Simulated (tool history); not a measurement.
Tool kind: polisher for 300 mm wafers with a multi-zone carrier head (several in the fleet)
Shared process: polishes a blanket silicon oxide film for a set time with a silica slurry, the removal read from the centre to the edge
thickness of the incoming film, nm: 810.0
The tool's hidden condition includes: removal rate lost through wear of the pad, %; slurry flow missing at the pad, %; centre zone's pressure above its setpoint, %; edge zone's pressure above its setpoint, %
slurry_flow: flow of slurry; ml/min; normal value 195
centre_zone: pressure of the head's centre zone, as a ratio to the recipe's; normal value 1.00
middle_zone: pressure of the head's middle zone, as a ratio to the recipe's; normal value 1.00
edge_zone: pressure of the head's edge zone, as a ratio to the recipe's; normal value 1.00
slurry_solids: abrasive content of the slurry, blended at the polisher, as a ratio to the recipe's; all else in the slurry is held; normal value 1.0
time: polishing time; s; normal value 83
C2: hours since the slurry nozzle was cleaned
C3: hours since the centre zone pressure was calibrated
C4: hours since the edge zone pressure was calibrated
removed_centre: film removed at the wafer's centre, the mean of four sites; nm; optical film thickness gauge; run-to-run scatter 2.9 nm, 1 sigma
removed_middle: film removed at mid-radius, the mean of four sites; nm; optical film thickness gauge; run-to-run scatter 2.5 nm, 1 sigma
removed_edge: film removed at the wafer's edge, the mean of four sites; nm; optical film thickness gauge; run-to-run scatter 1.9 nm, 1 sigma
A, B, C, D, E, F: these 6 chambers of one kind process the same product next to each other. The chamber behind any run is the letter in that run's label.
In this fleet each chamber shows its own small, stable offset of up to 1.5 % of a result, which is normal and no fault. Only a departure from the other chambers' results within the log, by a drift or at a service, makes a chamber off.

{"day": 0.096, "done": "chamber B: worn pad replaced by a new one"}
{"day": 0.275, "done": "chamber E: worn pad replaced by a new one"}
{"day": 0.292, "done": "chamber C: edge zone pressure recalibrated"}
{"run": "1E", "day": 0.379, "slurry_flow": 195, "centre_zone": 1.0, "middle_zone": 1.0, "edge_zone": 1.0, "slurry_solids": 1.0, "time": 83, "wafers polished on this pad": 28, "C2": 307.1, "C3": 60.0, "C4": 1103.1, "removed_centre": 231.65, "removed_middle": 228.16, "removed_edge": 226.87}
{"run": "2D", "day": 0.679, "slurry_flow": 195, "centre_zone": 1.0, "middle_zone": 1.0, "edge_zone": 1.0, "slurry_solids": 1.0, "time": 83, "wafers polished on this pad": 474, "C2": 393.5, "C3": 568.9, "C4": 263.2, "removed_centre": 232.85, "removed_middle": 226.62, "removed_edge": 229.19}
{"day": 0.762, "done": "chamber E: edge zone pressure recalibrated"}
{"run": "3A", "day": 0.858, "slurry_flow": 195, "centre_zone": 1.0, "middle_zone": 1.0, "edge_zone": 1.0, "slurry_solids": 1.0, "time": 83, "wafers polished on this pad": 651, "C2": 45.1, "C3": 825.6, "C4": 1012.8, "removed_centre": 230.35, "removed_middle": 229.54, "removed_edge": 230.45}
{"day": 0.925, "done": "chamber A: worn pad replaced by a new one"}
{"day": 1.071, "done": "chamber F: worn pad replaced by a new one"}
{"day": 1.15, "done": "chamber A: edge zone pressure recalibrated"}
{"run": "4C", "day": 1.225, "slurry_flow": 195, "centre_zone": 1.0, "middle_zone": 1.0, "edge_zone": 1.0, "slurry_solids": 1.0, "time": 83, "wafers polished on this pad": 626, "C2": 403.7, "C3": 110.4, "C4": 22.4, "removed_centre": 227.72, "removed_middle": 230.03, "removed_edge": 227.42}
{"run": "5F", "day": 1.583, "slurry_flow": 195, "centre_zone": 1.0, "middle_zone": 1.0, "edge_zone": 1.0, "slurry_solids": 1.0, "time": 83, "wafers polished on this pad": 138, "C2": 364.2, "C3": 272.2, "C4": 103.7, "removed_centre": 237.36, "removed_middle": 228.86, "removed_edge": 229.27}
{"run": "6B", "day": 1.9, "slurry_flow": 195, "centre_zone": 1.0, "middle_zone": 1.0, "edge_zone": 1.0, "slurry_solids": 1.0, "time": 83, "wafers polished on this pad": 486, "C2": 504.7, "C3": 633.6, "C4": 105.0, "removed_centre": 230.69, "removed_middle": 224.24, "removed_edge": 227.7}
{"run": "7B", "day": 2.121, "slurry_flow": 195, "centre_zone": 1.04, "middle_zone": 1.0, "edge_zone": 1.05, "slurry_solids": 1.0, "time": 83, "wafers polished on this pad": 546, "C2": 510.0, "C3": 638.9, "C4": 110.3, "removed_centre": 235.34, "removed_middle": 225.78, "removed_edge": 233.31}
{"day": 2.242, "done": "chamber B: slurry nozzle cleaned"}
{"run": "8D", "day": 2.367, "slurry_flow": 195, "centre_zone": 1.04, "middle_zone": 1.0, "edge_zone": 1.05, "slurry_solids": 1.0, "time": 83, "wafers polished on this pad": 928, "C2": 434.0, "C3": 609.4, "C4": 303.7, "removed_centre": 238.12, "removed_middle": 225.1, "removed_edge": 238.07}
{"day": 2.371, "done": "chamber B: worn pad replaced by a new one"}
{"day": 2.454, "done": "chamber C: worn pad replaced by a new one"}
{"run": "9E", "day": 2.692, "slurry_flow": 195, "centre_zone": 1.04, "middle_zone": 1.0, "edge_zone": 1.05, "slurry_solids": 1.0, "time": 83, "wafers polished on this pad": 651, "C2": 362.6, "C3": 115.5, "C4": 46.3, "removed_centre": 236.87, "removed_middle": 233.49, "removed_edge": 236.1}
{"day": 2.792, "done": "chamber D: worn pad replaced by a new one"}
{"run": "10C", "day": 2.962, "slurry_flow": 195, "centre_zone": 1.04, "middle_zone": 1.0, "edge_zone": 1.05, "slurry_solids": 1.0, "time": 83, "wafers polished on this pad": 137, "C2": 445.4, "C3": 152.1, "C4": 64.1, "removed_centre": 238.01, "removed_middle": 226.62, "removed_edge": 235.84}
{"run": "11A", "day": 3.321, "slurry_flow": 195, "centre_zone": 1.04, "middle_zone": 1.0, "edge_zone": 1.05, "slurry_solids": 1.0, "time": 83, "wafers polished on this pad": 645, "C2": 104.2, "C3": 884.7, "C4": 52.2, "removed_centre": 238.16, "removed_middle": 229.8, "removed_edge": 234.94}
{"run": "12F", "day": 3.608, "slurry_flow": 195, "centre_zone": 1.04, "middle_zone": 1.0, "edge_zone": 1.05, "slurry_solids": 1.0, "time": 83, "wafers polished on this pad": 683, "C2": 412.8, "C3": 320.8, "C4": 152.3, "removed_centre": 240.01, "removed_middle": 228.13, "removed_edge": 234.14}
{"day": 3.662, "done": "chamber A: worn pad replaced by a new one"}
{"day": 3.788, "done": "chamber F: centre zone pressure recalibrated"}
{"run": "13B", "day": 3.879, "slurry_flow": 195, "centre_zone": 1.0, "middle_zone": 1.0, "edge_zone": 1.0, "slurry_solids": 1.0, "time": 83, "wafers polished on this pad": 406, "C2": 39.3, "C3": 681.1, "C4": 152.5, "removed_centre": 225.73, "removed_middle": 231.22, "removed_edge": 224.0}
{"day": 3.996, "done": "chamber F: slurry nozzle cleaned"}
{"run": "14D", "day": 4.092, "slurry_flow": 195, "centre_zone": 1.0, "middle_zone": 1.0, "edge_zone": 1.0, "slurry_solids": 1.0, "time": 83, "wafers polished on this pad": 350, "C2": 475.4, "C3": 650.8, "C4": 345.1, "removed_centre": 225.45, "removed_middle": 226.5, "removed_edge": 229.72}
{"run": "15A", "day": 4.379, "slurry_flow": 195, "centre_zone": 1.0, "middle_zone": 1.0, "edge_zone": 1.0, "slurry_solids": 1.0, "time": 83, "wafers polished on this pad": 193, "C2": 129.6, "C3": 910.1, "C4": 77.6, "removed_centre": 235.5, "removed_middle": 231.79, "removed_edge": 225.72}
{"day": 4.425, "done": "chamber F: worn pad replaced by a new one"}
{"run": "16E", "day": 4.762, "slurry_flow": 195, "centre_zone": 1.0, "middle_zone": 1.0, "edge_zone": 1.0, "slurry_solids": 1.0, "time": 83, "wafers polished on this pad": 1209, "C2": 412.3, "C3": 165.2, "C4": 96.0, "removed_centre": 230.25, "removed_middle": 231.45, "removed_edge": 227.11}
{"day": 4.862, "done": "chamber B: worn pad replaced by a new one"}
{"run": "17C", "day": 5.088, "slurry_flow": 195, "centre_zone": 1.0, "middle_zone": 1.0, "edge_zone": 1.0, "slurry_solids": 1.0, "time": 83, "wafers polished on this pad": 709, "C2": 496.4, "C3": 203.1, "C4": 115.1, "removed_centre": 225.36, "removed_middle": 227.5, "removed_edge": 230.17}
{"day": 5.346, "done": "chamber E: worn pad replaced by a new one"}
{"run": "18F", "day": 5.458, "slurry_flow": 195, "centre_zone": 1.07, "middle_zone": 1.1, "edge_zone": 1.0, "slurry_solids": 1.0, "time": 83, "wafers polished on this pad": 279, "C2": 35.2, "C3": 40.2, "C4": 196.7, "removed_centre": 248.99, "removed_middle": 245.83, "removed_edge": 228.07}
{"run": "19C", "day": 5.642, "slurry_flow": 195, "centre_zone": 1.07, "middle_zone": 1.1, "edge_zone": 1.0, "slurry_solids": 1.0, "time": 83, "wafers polished on this pad": 858, "C2": 509.7, "C3": 216.4, "C4": 128.4, "removed_centre": 245.73, "removed_middle": 250.66, "removed_edge": 231.41}
{"run": "20F", "day": 5.954, "slurry_flow": 195, "centre_zone": 1.07, "middle_zone": 1.1, "edge_zone": 1.0, "slurry_solids": 1.0, "time": 83, "wafers polished on this pad": 412, "C2": 47.1, "C3": 52.1, "C4": 208.6, "removed_centre": 247.32, "removed_middle": 250.6, "removed_edge": 229.37}
{"day": 5.983, "done": "chamber C: worn pad replaced by a new one"}
{"run": "21A", "day": 6.162, "slurry_flow": 195, "centre_zone": 1.07, "middle_zone": 1.1, "edge_zone": 1.0, "slurry_solids": 1.0, "time": 83, "wafers polished on this pad": 674, "C2": 172.4, "C3": 952.9, "C4": 120.4, "removed_centre": 241.8, "removed_middle": 251.94, "removed_edge": 232.12}
{"run": "22D", "day": 6.412, "slurry_flow": 195, "centre_zone": 1.07, "middle_zone": 1.1, "edge_zone": 1.0, "slurry_solids": 1.0, "time": 83, "wafers polished on this pad": 974, "C2": 531.1, "C3": 706.5, "C4": 400.8, "removed_centre": 250.22, "removed_middle": 249.66, "removed_edge": 228.77}
{"day": 6.638, "done": "chamber A: worn pad replaced by a new one"}
{"run": "23B", "day": 6.796, "slurry_flow": 195, "centre_zone": 1.07, "middle_zone": 1.1, "edge_zone": 1.0, "slurry_solids": 1.0, "time": 83, "wafers polished on this pad": 521, "C2": 109.3, "C3": 751.1, "C4": 222.5, "removed_centre": 245.03, "removed_middle": 252.09, "removed_edge": 226.35}
{"day": 6.846, "done": "chamber D: worn pad replaced by a new one"}
{"run": "24E", "day": 6.988, "slurry_flow": 195, "centre_zone": 1.0, "middle_zone": 1.07, "edge_zone": 1.0, "slurry_solids": 1.0, "time": 83, "wafers polished on this pad": 442, "C2": 465.7, "C3": 218.6, "C4": 149.4, "removed_centre": 226.57, "removed_middle": 246.38, "removed_edge": 225.66}
{"day": 7.025, "done": "chamber B: worn pad replaced by a new one"}
{"run": "25B", "day": 7.312, "slurry_flow": 195, "centre_zone": 1.0, "middle_zone": 1.07, "edge_zone": 1.0, "slurry_solids": 1.0, "time": 83, "wafers polished on this pad": 78, "C2": 121.7, "C3": 763.5, "C4": 234.9, "removed_centre": 228.79, "removed_middle": 246.23, "removed_edge": 226.02}
{"day": 7.367, "done": "chamber F: worn pad replaced by a new one"}
{"day": 7.558, "done": "chamber D: slurry nozzle cleaned"}
{"run": "26C", "day": 7.654, "slurry_flow": 195, "centre_zone": 1.0, "middle_zone": 1.07, "edge_zone": 1.0, "slurry_solids": 1.0, "time": 83, "wafers polished on this pad": 450, "C2": 558.0, "C3": 264.7, "C4": 176.7, "removed_centre": 232.91, "removed_middle": 243.33, "removed_edge": 229.42}
{"run": "27F", "day": 7.946, "slurry_flow": 195, "centre_zone": 1.0, "middle_zone": 1.07, "edge_zone": 1.0, "slurry_solids": 1.0, "time": 83, "wafers polished on this pad": 156, "C2": 94.9, "C3": 99.9, "C4": 256.4, "removed_centre": 231.59, "removed_middle": 243.31, "removed_edge": 227.39}
{"run": "28D", "day": 8.146, "slurry_flow": 195, "centre_zone": 1.0, "middle_zone": 1.07, "edge_zone": 1.0, "slurry_solids": 1.0, "time": 83, "wafers polished on this pad": 350, "C2": 14.1, "C3": 748.1, "C4": 442.4, "removed_centre": 232.88, "removed_middle": 243.08, "removed_edge": 230.42}
{"run": "29E", "day": 8.408, "slurry_flow": 195, "centre_zone": 1.0, "middle_zone": 1.07, "edge_zone": 1.0, "slurry_solids": 1.0, "time": 83, "wafers polished on this pad": 824, "C2": 499.8, "C3": 252.7, "C4": 183.5, "removed_centre": 225.83, "removed_middle": 245.92, "removed_edge": 224.5}
{"day": 8.496, "done": "chamber C: centre zone pressure recalibrated"}
{"run": "30A", "day": 8.575, "slurry_flow": 195, "centre_zone": 1.0, "middle_zone": 1.0, "edge_zone": 1.11, "slurry_solids": 1.0, "time": 83, "wafers polished on this pad": 522, "C2": 230.3, "C3": 1010.8, "C4": 178.3, "removed_centre": 227.63, "removed_middle": 230.9, "removed_edge": 241.85}
{"run": "31F", "day": 8.862, "slurry_flow": 195, "centre_zone": 1.0, "middle_zone": 1.0, "edge_zone": 1.11, "slurry_solids": 1.0, "time": 83, "wafers polished on this pad": 403, "C2": 116.9, "C3": 121.9, "C4": 278.4, "removed_centre": 225.57, "removed_middle": 229.74, "removed_edge": 241.17}
{"run": "32E", "day": 9.029, "slurry_flow": 195, "centre_zone": 1.0, "middle_zone": 1.0, "edge_zone": 1.11, "slurry_solids": 1.0, "time": 83, "wafers polished on this pad": 991, "C2": 514.7, "C3": 267.6, "C4": 198.4, "removed_centre": 227.9, "removed_middle": 231.28, "removed_edge": 238.76}
{"day": 9.179, "done": "chamber C: worn pad replaced by a new one"}
{"run": "33C", "day": 9.338, "slurry_flow": 195, "centre_zone": 1.0, "middle_zone": 1.0, "edge_zone": 1.11, "slurry_solids": 1.0, "time": 83, "wafers polished on this pad": 43, "C2": 598.4, "C3": 20.2, "C4": 217.1, "removed_centre": 229.07, "removed_middle": 224.97, "removed_edge": 239.53}
{"day": 9.425, "done": "chamber B: worn pad replaced by a new one"}
{"day": 9.604, "done": "chamber A: worn pad replaced by a new one"}
{"run": "34D", "day": 9.633, "slurry_flow": 195, "centre_zone": 1.0, "middle_zone": 1.0, "edge_zone": 1.11, "slurry_solids": 1.0, "time": 83, "wafers polished on this pad": 751, "C2": 49.8, "C3": 783.8, "C4": 478.1, "removed_centre": 226.46, "removed_middle": 227.22, "removed_edge": 245.66}
{"run": "35B", "day": 9.962, "slurry_flow": 195, "centre_zone": 1.0, "middle_zone": 1.0, "edge_zone": 1.11, "slurry_solids": 1.0, "time": 83, "wafers polished on this pad": 144, "C2": 185.3, "C3": 827.1, "C4": 298.5, "removed_centre": 231.83, "removed_middle": 231.51, "removed_edge": 236.03}
{"day": 10.154, "done": "chamber D: worn pad replaced by a new one"}
{"run": "36A", "day": 10.275, "slurry_flow": 195, "centre_zone": 1.0, "middle_zone": 1.0, "edge_zone": 1.0, "slurry_solids": 1.0, "time": 83, "wafers polished on this pad": 181, "C2": 271.1, "C3": 1051.6, "C4": 219.1, "removed_centre": 234.72, "removed_middle": 227.14, "removed_edge": 228.99}
{"day": 10.346, "done": "chamber F: worn pad replaced by a new one"}
{"day": 10.55, "done": "chamber E: worn pad replaced by a new one"}
{"day": 10.579, "done": "chamber A: centre zone pressure recalibrated"}
{"run": "37F", "day": 10.588, "slurry_flow": 195, "centre_zone": 1.0, "middle_zone": 1.0, "edge_zone": 1.0, "slurry_solids": 1.0, "time": 83, "wafers polished on this pad": 65, "C2": 158.3, "C3": 163.3, "C4": 319.8, "removed_centre": 232.66, "removed_middle": 228.04, "removed_edge": 232.65}
{"run": "38A", "day": 10.758, "slurry_flow": 195, "centre_zone": 1.05, "middle_zone": 1.0, "edge_zone": 1.0, "slurry_solids": 1.2, "time": 83, "wafers polished on this pad": 311, "C2": 282.7, "C3": 4.3, "C4": 230.7, "removed_centre": 256.28, "removed_middle": 247.6, "removed_edge": 248.56}
{"run": "39C", "day": 10.938, "slurry_flow": 195, "centre_zone": 1.05, "middle_zone": 1.0, "edge_zone": 1.0, "slurry_solids": 1.2, "time": 83, "wafers polished on this pad": 473, "C2": 636.8, "C3": 58.6, "C4": 255.5, "removed_centre": 261.38, "removed_middle": 242.44, "removed_edge": 247.8}
{"run": "40E", "day": 11.117, "slurry_flow": 195, "centre_zone": 1.05, "middle_zone": 1.0, "edge_zone": 1.0, "slurry_solids": 1.2, "time": 83, "wafers polished on this pad": 153, "C2": 564.8, "C3": 317.7, "C4": 248.5, "removed_centre": 261.08, "removed_middle": 240.94, "removed_edge": 244.13}
{"run": "41D", "day": 11.367, "slurry_flow": 195, "centre_zone": 1.05, "middle_zone": 1.0, "edge_zone": 1.0, "slurry_solids": 1.2, "time": 83, "wafers polished on this pad": 326, "C2": 91.4, "C3": 825.4, "C4": 519.7, "removed_centre": 264.03, "removed_middle": 249.16, "removed_edge": 253.42}
{"run": "42B", "day": 11.538, "slurry_flow": 195, "centre_zone": 1.05, "middle_zone": 1.0, "edge_zone": 1.0, "slurry_solids": 1.2, "time": 83, "wafers polished on this pad": 569, "C2": 223.1, "C3": 864.9, "C4": 336.3, "removed_centre": 255.89, "removed_middle": 251.04, "removed_edge": 245.36}
{"run": "43F", "day": 11.742, "slurry_flow": 195, "centre_zone": 1.05, "middle_zone": 1.0, "edge_zone": 1.0, "slurry_solids": 1.2, "time": 83, "wafers polished on this pad": 375, "C2": 186.0, "C3": 191.0, "C4": 347.5, "removed_centre": 260.13, "removed_middle": 249.49, "removed_edge": 245.33}

Next, all 6 chambers run the settings below, one line each with question marks for the results. What does each chamber give?
{"run": "44A", "day": 12.017, "slurry_flow": 195, "centre_zone": 1.0, "middle_zone": 1.0, "edge_zone": 1.0, "slurry_solids": 1.0, "time": 83, "removed_centre": "?", "removed_middle": "?", "removed_edge": "?"}
{"run": "44B", "day": 12.017, "slurry_flow": 195, "centre_zone": 1.0, "middle_zone": 1.0, "edge_zone": 1.0, "slurry_solids": 1.0, "time": 83, "removed_centre": "?", "removed_middle": "?", "removed_edge": "?"}
{"run": "44C", "day": 12.017, "slurry_flow": 195, "centre_zone": 1.0, "middle_zone": 1.0, "edge_zone": 1.0, "slurry_solids": 1.0, "time": 83, "removed_centre": "?", "removed_middle": "?", "removed_edge": "?"}
{"run": "44D", "day": 12.017, "slurry_flow": 195, "centre_zone": 1.0, "middle_zone": 1.0, "edge_zone": 1.0, "slurry_solids": 1.0, "time": 83, "removed_centre": "?", "removed_middle": "?", "removed_edge": "?"}
{"run": "44E", "day": 12.017, "slurry_flow": 195, "centre_zone": 1.0, "middle_zone": 1.0, "edge_zone": 1.0, "slurry_solids": 1.0, "time": 83, "removed_centre": "?", "removed_middle": "?", "removed_edge": "?"}
{"run": "44F", "day": 12.017, "slurry_flow": 195, "centre_zone": 1.0, "middle_zone": 1.0, "edge_zone": 1.0, "slurry_solids": 1.0, "time": 83, "removed_centre": "?", "removed_middle": "?", "removed_edge": "?"}

run=44A removed_centre=231.33 removed_middle=229.91 removed_edge=224.93
run=44B removed_centre=233.15 removed_middle=226.60 removed_edge=225.39
run=44C removed_centre=227.60 removed_middle=225.51 removed_edge=225.93
run=44D removed_centre=229.87 removed_middle=225.07 removed_edge=232.46
run=44E removed_centre=235.20 removed_middle=230.80 removed_edge=226.93
run=44F removed_centre=231.64 removed_middle=229.47 removed_edge=228.83
